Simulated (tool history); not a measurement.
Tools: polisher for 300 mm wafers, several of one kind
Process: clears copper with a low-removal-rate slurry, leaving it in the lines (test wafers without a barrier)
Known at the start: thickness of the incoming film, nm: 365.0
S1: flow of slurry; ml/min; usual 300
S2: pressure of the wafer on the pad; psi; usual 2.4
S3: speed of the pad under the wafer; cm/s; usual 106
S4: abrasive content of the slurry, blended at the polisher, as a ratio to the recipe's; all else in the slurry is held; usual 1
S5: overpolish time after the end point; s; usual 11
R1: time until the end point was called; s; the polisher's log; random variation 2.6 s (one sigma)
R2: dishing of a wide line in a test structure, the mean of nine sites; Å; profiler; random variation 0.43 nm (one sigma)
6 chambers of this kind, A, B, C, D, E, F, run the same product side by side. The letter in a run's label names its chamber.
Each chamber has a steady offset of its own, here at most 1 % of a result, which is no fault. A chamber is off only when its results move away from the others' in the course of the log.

run,hour,S1,S2,S3,S4,S5,R1,R2
1E,3.5,300,2.4,106,1,11,143.27,194.24
# hour 6.5: chamber F: worn pad replaced by a new one
2F,9.4,300,2.4,106,1,11,139.17,195.62
3A,14.1,300,2.4,106,1,11,145.6,192.7
4B,20.4,300,2.4,106,1,11,145.97,188.08
5C,24.6,300,2.4,106,1,11,143.85,187.61
# hour 24.7: chamber D: worn pad replaced by a new one
# hour 27: chamber B: worn pad replaced by a new one
6D,32.6,300,2.4,94,1,11,160.54,168.66
# hour 37.2: chamber B: head pressure recalibrated
# hour 38.8: chamber A: worn pad replaced by a new one
7E,40.5,300,2.4,94,1,11,161.06,168.8
8D,47,300,2.4,94,1,11,161.72,171.41
9F,51.6,300,2.4,94,1,11,155.58,170.77
10A,55.1,300,2.4,94,1,11,163.71,170.8
11B,59.3,300,2.4,94,1,11,161.95,173.02
12C,65.5,300,2.4,106,1,11,139.75,186.19
# hour 65.6: chamber B: slurry nozzle cleaned
13D,70.3,235,2.4,136,1,11,119.53,224.2
# hour 74.2: chamber E: worn pad replaced by a new one
14C,74.9,235,2.4,136,1,11,111.65,229.83
# hour 75.7: chamber D: slurry blender recalibrated
# hour 77: chamber C: slurry blender recalibrated
15A,79,235,2.4,136,1,11,116.62,237.4
16F,85.3,235,2.4,136,1,11,116.38,227.07
# hour 86.7: chamber F: worn pad replaced by a new one
# hour 89.1: chamber D: slurry nozzle cleaned
# hour 89.6: chamber C: worn pad replaced by a new one
17B,90.8,235,2.4,136,1,11,113.19,226.27
18E,95.5,235,2.4,136,1,11,115.12,225.22
# hour 101.3: chamber B: slurry blender recalibrated
19F,102.6,300,2.4,106,1,11,142.87,188.08
20A,106.5,300,2.4,106,1,11,141.65,188.48
21E,110.4,300,2.4,106,1,11,140.37,189.39
# hour 114.2: chamber D: worn pad replaced by a new one
# hour 117.1: chamber B: worn pad replaced by a new one
22B,117.9,300,2.4,106,1,11,141.62,198.96
23D,123,300,2.4,106,1,11,140.66,194.48
24C,127.5,300,2.7,76,1,11,179.35,156.64
# hour 128.4: chamber A: slurry blender recalibrated
# hour 130.8: chamber E: slurry blender recalibrated
25D,133.4,300,2.7,76,1,11,182.25,162.98
26C,139.1,300,2.7,76,1,11,175.43,157.05
27A,142.7,300,2.7,76,1,11,178.82,159.15
28F,148.6,300,2.7,76,1,11,174.88,161.74
29B,152.6,300,2.7,76,1,11,182.65,157.03
30E,157,300,2.4,106,1,11,141.02,198.89
# hour 159.6: chamber E: head pressure recalibrated
31B,160.7,300,2.4,106,1,11,140.23,191.93
# hour 162.1: chamber E: worn pad replaced by a new one
32E,166.6,300,2.4,78,1,7,198.61,96.054
33D,172.7,300,2.4,78,1,7,201.49,97.641
# hour 175.8: chamber F: worn pad replaced by a new one
34A,179.8,300,2.4,78,1,7,192.54,101.46
# hour 183.2: chamber C: worn pad replaced by a new one
# hour 184.1: chamber C: slurry blender recalibrated
35C,185.7,300,2.4,78,1,7,187.99,95.838
# hour 191.7: chamber B: worn pad replaced by a new one
36F,192.9,300,2.4,78,1,7,192.12,99.384
# hour 197: chamber A: worn pad replaced by a new one
37A,200.8,300,2.4,78,1,7,194.84,98.479
38F,208.9,300,2.4,106,1,11,142.34,190.52
39B,214.3,300,2.4,106,1,11,147.32,191.27
40E,218.4,300,2.4,106,1,11,139.78,184.75

What goes on in this fleet: one chamber off, a drifting gauge, or nothing beyond the chambers' own small offsets? Name the chamber and the cause, if any.

No chamber stands off beyond its own small offset, and the gauge holds steady.
